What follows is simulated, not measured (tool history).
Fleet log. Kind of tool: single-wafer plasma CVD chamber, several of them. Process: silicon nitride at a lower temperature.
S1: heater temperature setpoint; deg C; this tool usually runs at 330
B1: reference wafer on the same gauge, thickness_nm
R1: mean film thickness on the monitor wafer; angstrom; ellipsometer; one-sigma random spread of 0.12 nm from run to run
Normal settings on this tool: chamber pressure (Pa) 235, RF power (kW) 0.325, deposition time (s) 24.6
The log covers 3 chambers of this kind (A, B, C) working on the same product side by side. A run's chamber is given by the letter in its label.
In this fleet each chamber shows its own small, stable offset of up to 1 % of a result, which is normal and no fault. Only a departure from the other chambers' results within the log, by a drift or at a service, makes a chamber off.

{"run": "1A", "hour": 2.9, "S1": 330, "chamber pressure (Pa)": 235, "RF power (kW)": 0.325, "deposition time (s)": 24.6, "B1": 26.282, "R1": 315.57}
{"run": "2C", "hour": 5.8, "S1": 330, "chamber pressure (Pa)": 235, "RF power (kW)": 0.325, "deposition time (s)": 24.6, "B1": 26.304, "R1": 317.84}
{"run": "3B", "hour": 10.6, "S1": 330, "chamber pressure (Pa)": 235, "RF power (kW)": 0.325, "deposition time (s)": 24.6, "B1": 26.285, "R1": 313.67}
{"run": "4A", "hour": 14.8, "S1": 330, "chamber pressure (Pa)": 235, "RF power (kW)": 0.325, "deposition time (s)": 24.6, "B1": 26.305, "R1": 315.44}
{"run": "5B", "hour": 20.0, "S1": 330, "chamber pressure (Pa)": 235, "RF power (kW)": 0.325, "deposition time (s)": 24.6, "B1": 26.281, "R1": 313.12}
{"run": "6C", "hour": 24.4, "S1": 330, "chamber pressure (Pa)": 235, "RF power (kW)": 0.325, "deposition time (s)": 24.6, "B1": 26.284, "R1": 314.75}
{"run": "7B", "hour": 27.8, "S1": 330, "chamber pressure (Pa)": 235, "RF power (kW)": 0.325, "deposition time (s)": 24.6, "B1": 26.317, "R1": 313.39}
{"run": "8A", "hour": 30.9, "S1": 330, "chamber pressure (Pa)": 235, "RF power (kW)": 0.325, "deposition time (s)": 24.6, "B1": 26.318, "R1": 317.42}
{"run": "9C", "hour": 34.0, "S1": 330, "chamber pressure (Pa)": 235, "RF power (kW)": 0.325, "deposition time (s)": 24.6, "B1": 26.254, "R1": 316.54}
{"run": "10B", "hour": 37.6, "S1": 330, "chamber pressure (Pa)": 235, "RF power (kW)": 0.325, "deposition time (s)": 24.6, "B1": 26.287, "R1": 312.91}
{"run": "11A", "hour": 42.4, "S1": 330, "chamber pressure (Pa)": 235, "RF power (kW)": 0.325, "deposition time (s)": 24.6, "B1": 26.297, "R1": 316.05}
{"run": "12C", "hour": 46.7, "S1": 325, "chamber pressure (Pa)": 235, "RF power (kW)": 0.325, "deposition time (s)": 24.6, "B1": 26.319, "R1": 315.28}
{"run": "13C", "hour": 50.7, "S1": 325, "chamber pressure (Pa)": 235, "RF power (kW)": 0.325, "deposition time (s)": 24.6, "B1": 26.285, "R1": 317.07}
{"run": "14B", "hour": 55.8, "S1": 325, "chamber pressure (Pa)": 235, "RF power (kW)": 0.325, "deposition time (s)": 24.6, "B1": 26.302, "R1": 311.28}
{"hour": 58.9, "done": "chamber C: thermocouple changed; heater temperature recalibrated"}
{"run": "15A", "hour": 59.9, "S1": 330, "chamber pressure (Pa)": 235, "RF power (kW)": 0.325, "deposition time (s)": 24.6, "B1": 26.308, "R1": 317.06}
{"run": "16A", "hour": 63.4, "S1": 330, "chamber pressure (Pa)": 235, "RF power (kW)": 0.325, "deposition time (s)": 24.6, "B1": 26.295, "R1": 317.94}
{"run": "17B", "hour": 67.4, "S1": 330, "chamber pressure (Pa)": 235, "RF power (kW)": 0.325, "deposition time (s)": 24.6, "B1": 26.31, "R1": 306.24}
{"run": "18C", "hour": 71.5, "S1": 330, "chamber pressure (Pa)": 235, "RF power (kW)": 0.325, "deposition time (s)": 24.6, "B1": 26.297, "R1": 315.64}
{"run": "19C", "hour": 75.2, "S1": 330, "chamber pressure (Pa)": 235, "RF power (kW)": 0.325, "deposition time (s)": 24.6, "B1": 26.276, "R1": 314.79}
{"hour": 76.4, "done": "chamber A: thermocouple changed; heater temperature recalibrated"}
{"run": "20A", "hour": 80.0, "S1": 330, "chamber pressure (Pa)": 235, "RF power (kW)": 0.28, "deposition time (s)": 24.6, "B1": 26.284, "R1": 287.06}
{"run": "21B", "hour": 83.7, "S1": 330, "chamber pressure (Pa)": 235, "RF power (kW)": 0.28, "deposition time (s)": 24.6, "B1": 26.322, "R1": 276.83}
{"run": "22C", "hour": 86.9, "S1": 330, "chamber pressure (Pa)": 235, "RF power (kW)": 0.28, "deposition time (s)": 24.6, "B1": 26.294, "R1": 288.7}
{"run": "23B", "hour": 89.4, "S1": 330, "chamber pressure (Pa)": 235, "RF power (kW)": 0.325, "deposition time (s)": 24.6, "B1": 26.303, "R1": 304.88}
{"run": "24A", "hour": 93.2, "S1": 330, "chamber pressure (Pa)": 235, "RF power (kW)": 0.325, "deposition time (s)": 24.6, "B1": 26.284, "R1": 314.96}
{"run": "25A", "hour": 97.3, "S1": 330, "chamber pressure (Pa)": 285, "RF power (kW)": 0.29, "deposition time (s)": 24.6, "B1": 26.298, "R1": 306.99}
{"run": "26C", "hour": 102.8, "S1": 330, "chamber pressure (Pa)": 285, "RF power (kW)": 0.29, "deposition time (s)": 24.6, "B1": 26.284, "R1": 308.54}

Is one chamber out of step, is the gauge drifting, or do the chambers differ by no more than their own small offsets? For an off chamber, give its letter and the likeliest cause.

It is chamber B that slowly wanders off from its peers.
What lies behind it: delivered RF power below the setpoint (%) = 5.02.

Below are 4 candidate recipes for chamber B's next run, each the usual settings with a change, their results shown as question marks. Which of them brings B's results back in line with what the other chambers give on the usual settings?
In line here means within this much of the mean the other chambers give on the usual settings: R1 4.3 angstrom
{"run": "27B-1", "hour": 106.9, "S1": 330, "chamber pressure (Pa)": 220, "RF power (kW)": 0.325, "deposition time (s)": 24.6, "R1": "?"}
{"run": "27B-2", "hour": 106.9, "S1": 330, "chamber pressure (Pa)": 236, "RF power (kW)": 0.325, "deposition time (s)": 24.9, "R1": "?"}
{"run": "27B-3", "hour": 106.9, "S1": 330, "chamber pressure (Pa)": 235, "RF power (kW)": 0.305, "deposition time (s)": 24.6, "R1": "?"}
{"run": "27B-4", "hour": 106.9, "S1": 330, "chamber pressure (Pa)": 235, "RF power (kW)": 0.345, "deposition time (s)": 24.6, "R1": "?"}

On the usual settings, the other chambers give on average: R1 316.16 angstrom
run=27B-1 R1=297.3
run=27B-2 R1=306.69
run=27B-3 R1=289.88
run=27B-4 R1=314.76
Change 27B-4 lands the chamber within the allowed miss of the other chambers.
